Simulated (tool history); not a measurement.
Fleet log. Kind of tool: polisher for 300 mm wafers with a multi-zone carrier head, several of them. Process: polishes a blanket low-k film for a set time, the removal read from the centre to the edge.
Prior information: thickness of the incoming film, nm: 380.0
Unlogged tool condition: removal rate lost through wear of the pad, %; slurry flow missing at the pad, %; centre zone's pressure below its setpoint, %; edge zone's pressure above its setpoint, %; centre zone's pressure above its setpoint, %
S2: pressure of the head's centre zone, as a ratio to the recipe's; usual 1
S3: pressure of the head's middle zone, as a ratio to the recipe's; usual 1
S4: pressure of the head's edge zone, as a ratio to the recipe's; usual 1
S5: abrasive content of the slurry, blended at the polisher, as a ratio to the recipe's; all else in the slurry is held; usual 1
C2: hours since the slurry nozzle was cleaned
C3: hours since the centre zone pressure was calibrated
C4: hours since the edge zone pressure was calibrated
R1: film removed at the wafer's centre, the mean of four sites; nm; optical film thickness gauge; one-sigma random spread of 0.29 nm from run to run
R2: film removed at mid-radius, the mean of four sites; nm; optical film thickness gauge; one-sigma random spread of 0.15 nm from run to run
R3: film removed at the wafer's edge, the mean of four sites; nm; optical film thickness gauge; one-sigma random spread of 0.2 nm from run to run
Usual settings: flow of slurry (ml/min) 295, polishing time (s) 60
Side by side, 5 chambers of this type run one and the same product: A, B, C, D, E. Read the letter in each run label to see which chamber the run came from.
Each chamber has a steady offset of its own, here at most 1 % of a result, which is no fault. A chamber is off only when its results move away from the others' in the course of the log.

Run 1D, hour 9.6: usual settings; wafers polished on this pad 673; C2 277.9; C3 673.3; C4 180.9. Result: R1 24.292 nm, R2 24.935 nm, R3 24.906 nm.
Run 2A, hour 15.9: usual settings; wafers polished on this pad 647; C2 395.2; C3 220.6; C4 358.4. Result: R1 24.873 nm, R2 24.341 nm, R3 24.165 nm.
Run 3B, hour 26.6: usual settings; wafers polished on this pad 1067; C2 208.5; C3 142.6; C4 873.8. Result: R1 24.242 nm, R2 24.591 nm, R3 24.589 nm.
At hour 31.2: chamber D: slurry nozzle cleaned.
Run 4E, hour 34.7: usual settings; wafers polished on this pad 517; C2 698.8; C3 232.1; C4 605.4. Result: R1 24.52 nm, R2 24.868 nm, R3 24.517 nm.
At hour 35.8: chamber D: worn pad replaced by a new one.
At hour 37.7: chamber B: worn pad replaced by a new one.
Run 5C, hour 45.8: usual settings; wafers polished on this pad 660; C2 126.8; C3 1049.3; C4 597.1. Result: R1 24.852 nm, R2 24.44 nm, R3 24.536 nm.
At hour 46.8: chamber E: slurry nozzle cleaned.
Run 6A, hour 56.9: usual settings but S3 0.89, polishing time (s) 73; wafers polished on this pad 1226; C2 436.2; C3 261.6; C4 399.4. Result: R1 29.456 nm, R2 26.881 nm, R3 29.972 nm.
At hour 61.2: chamber B: slurry nozzle cleaned.
At hour 65.7: chamber E: worn pad replaced by a new one.
Run 7B, hour 70.7: usual settings but S3 0.89, polishing time (s) 73; wafers polished on this pad 466; C2 9.6; C3 186.7; C4 917.9. Result: R1 30.322 nm, R2 27.08 nm, R3 30.099 nm.
At hour 73.7: chamber A: edge zone pressure recalibrated.
At hour 78.1: chamber A: worn pad replaced by a new one.
Run 8D, hour 80.1: usual settings but S3 0.89, polishing time (s) 73; wafers polished on this pad 625; C2 49; C3 743.8; C4 251.4. Result: R1 29.475 nm, R2 27.226 nm, R3 30.19 nm.
Run 9E, hour 88.2: usual settings but S3 0.89, polishing time (s) 73; wafers polished on this pad 317; C2 41.5; C3 285.6; C4 658.9. Result: R1 29.228 nm, R2 27.386 nm, R3 30.257 nm.
Run 10C, hour 100.1: usual settings but S3 0.89, polishing time (s) 73; wafers polished on this pad 1426; C2 181.1; C3 1103.6; C4 651.4. Result: R1 30.091 nm, R2 26.496 nm, R3 29.975 nm.
At hour 101.6: chamber C: worn pad replaced by a new one.
Run 11B, hour 107.1: usual settings; wafers polished on this pad 980; C2 46; C3 223.1; C4 954.3. Result: R1 24.427 nm, R2 24.775 nm, R3 24.716 nm.
At hour 111.5: chamber D: worn pad replaced by a new one.
Run 12C, hour 117.9: usual settings but polishing time (s) 42; wafers polished on this pad 231; C2 198.9; C3 1121.4; C4 669.2. Result: R1 17.047 nm, R2 17.04 nm, R3 17.439 nm.
At hour 123.7: chamber B: worn pad replaced by a new one.
Run 13D, hour 128.5: usual settings but polishing time (s) 42; wafers polished on this pad 240; C2 97.4; C3 792.2; C4 299.8. Result: R1 16.772 nm, R2 17.465 nm, R3 17.331 nm.
At hour 137.7: chamber E: worn pad replaced by a new one.
Run 14E, hour 140.2: usual settings but polishing time (s) 42; wafers polished on this pad 35; C2 93.5; C3 337.6; C4 710.9. Result: R1 17.301 nm, R2 17.48 nm, R3 17.343 nm.
At hour 143.8: chamber C: centre zone pressure recalibrated.
Run 15A, hour 149.9: usual settings but polishing time (s) 42; wafers polished on this pad 1014; C2 529.2; C3 354.6; C4 76.2. Result: R1 16.947 nm, R2 17.16 nm, R3 17.052 nm.
Run 16A, hour 162.2: usual settings but polishing time (s) 42; wafers polished on this pad 1187; C2 541.5; C3 366.9; C4 88.5. Result: R1 17.582 nm, R2 17.127 nm, R3 17.236 nm.
Run 17E, hour 170.3: usual settings; wafers polished on this pad 460; C2 123.6; C3 367.7; C4 741. Result: R1 24.651 nm, R2 25.051 nm, R3 24.774 nm.
At hour 177.4: chamber D: worn pad replaced by a new one.
Run 18D, hour 177.9: usual settings; wafers polished on this pad 8; C2 146.8; C3 841.6; C4 349.2. Result: R1 24.601 nm, R2 24.941 nm, R3 24.389 nm.
At hour 185.7: chamber A: worn pad replaced by a new one.
Run 19B, hour 191.5: usual settings; wafers polished on this pad 957; C2 130.4; C3 307.5; C4 1038.7. Result: R1 24.459 nm, R2 24.568 nm, R3 24.228 nm.
At hour 192.1: chamber C: slurry nozzle cleaned.
At hour 192.6: chamber B: worn pad replaced by a new one.
At hour 196.3: chamber C: worn pad replaced by a new one.
Run 20C, hour 197.9: usual settings; wafers polished on this pad 23; C2 5.9; C3 54.1; C4 749.2. Result: R1 22.014 nm, R2 24.745 nm, R3 24.891 nm.
At hour 200.6: chamber E: worn pad replaced by a new one.
Run 21B, hour 205.5: usual settings; wafers polished on this pad 182; C2 144.4; C3 321.5; C4 1052.7. Result: R1 24.255 nm, R2 24.67 nm, R3 24.425 nm.
Run 22A, hour 212: usual settings but polishing time (s) 72; wafers polished on this pad 371; C2 591.3; C3 416.7; C4 138.3. Result: R1 29.941 nm, R2 29.167 nm, R3 29.37 nm.
At hour 222.1: chamber A: slurry nozzle cleaned.
Run 23E, hour 224.6: usual settings but polishing time (s) 72; wafers polished on this pad 339; C2 177.9; C3 422; C4 795.3. Result: R1 28.967 nm, R2 29.86 nm, R3 29.54 nm.
Run 24D, hour 232.1: usual settings but polishing time (s) 72; wafers polished on this pad 773; C2 201; C3 895.8; C4 403.4. Result: R1 28.9 nm, R2 29.745 nm, R3 30.068 nm.
At hour 235.9: chamber B: edge zone pressure recalibrated.
Run 25C, hour 240.5: usual settings but polishing time (s) 72; wafers polished on this pad 624; C2 48.5; C3 96.7; C4 791.8. Result: R1 25.98 nm, R2 29.221 nm, R3 29.248 nm.
At hour 252.9: chamber D: worn pad replaced by a new one.
Run 26B, hour 254.6: usual settings but polishing time (s) 72; wafers polished on this pad 875; C2 193.5; C3 370.6; C4 18.8. Result: R1 29.794 nm, R2 29.469 nm, R3 29.315 nm.
Run 27E, hour 264.1: usual settings; wafers polished on this pad 897; C2 217.4; C3 461.5; C4 834.8. Result: R1 24.424 nm, R2 24.778 nm, R3 24.814 nm.
At hour 272.6: chamber B: worn pad replaced by a new one.
At hour 273.8: chamber E: worn pad replaced by a new one.
Run 28D, hour 274.5: usual settings but S2 0.96, S5 0.7; wafers polished on this pad 305; C2 243.4; C3 938.2; C4 445.8. Result: R1 19.6 nm, R2 20.639 nm, R3 20.662 nm.
At hour 279.2: chamber C: worn pad replaced by a new one.
At hour 281.7: chamber A: worn pad replaced by a new one.
Run 29A, hour 288.4: usual settings but S2 0.96, S5 0.7; wafers polished on this pad 94; C2 66.4; C3 493.1; C4 214.7. Result: R1 19.336 nm, R2 20.542 nm, R3 20.236 nm.
At hour 296.9: chamber B: slurry nozzle cleaned.
Run 30C, hour 302.1: usual settings but S2 0.96, S5 0.7; wafers polished on this pad 324; C2 110.1; C3 158.3; C4 853.4. Result: R1 17.222 nm, R2 20.421 nm, R3 20.55 nm.
Run 31C, hour 312.1: usual settings but S2 0.96, S5 0.7; wafers polished on this pad 465; C2 120.1; C3 168.3; C4 863.4. Result: R1 17.15 nm, R2 20.33 nm, R3 20.97 nm.
At hour 314.7: chamber D: slurry nozzle cleaned.
Run 32A, hour 323.7: usual settings but S2 0.96, S5 0.7; wafers polished on this pad 592; C2 101.7; C3 528.4; C4 250. Result: R1 19.816 nm, R2 20.392 nm, R3 20.427 nm.
At hour 328.3: chamber D: worn pad replaced by a new one.
Run 33B, hour 330.4: usual settings but flow of slurry (ml/min) 355, S4 0.9; wafers polished on this pad 816; C2 33.5; C3 446.4; C4 94.6. Result: R1 24.499 nm, R2 25.327 nm, R3 23.888 nm.
Run 34D, hour 340.3: usual settings but flow of slurry (ml/min) 355, S4 0.9; wafers polished on this pad 169; C2 25.6; C3 1004; C4 511.6. Result: R1 25.056 nm, R2 25.081 nm, R3 23.427 nm.
Run 35E, hour 347.1: usual settings but flow of slurry (ml/min) 355, S4 0.9; wafers polished on this pad 1035; C2 300.4; C3 544.5; C4 917.8. Result: R1 24.902 nm, R2 24.964 nm, R3 23.712 nm.

All 5 chambers run these settings next. Forecast each chamber's results:
Run 36A, hour 357.2: usual settings. Result: R1 ?, R2 ?, R3 ?.
Run 36B, hour 357.2: usual settings. Result: R1 ?, R2 ?, R3 ?.
Run 36C, hour 357.2: usual settings. Result: R1 ?, R2 ?, R3 ?.
Run 36D, hour 357.2: usual settings. Result: R1 ?, R2 ?, R3 ?.
Run 36E, hour 357.2: usual settings. Result: R1 ?, R2 ?, R3 ?.

run      R1      R2      R3
36A  24.345  24.485  24.759
36B  24.688  24.543  24.445
36C   22.24  24.507  24.588
36D  24.072  24.926  25.061
36E  24.026   24.76  24.882

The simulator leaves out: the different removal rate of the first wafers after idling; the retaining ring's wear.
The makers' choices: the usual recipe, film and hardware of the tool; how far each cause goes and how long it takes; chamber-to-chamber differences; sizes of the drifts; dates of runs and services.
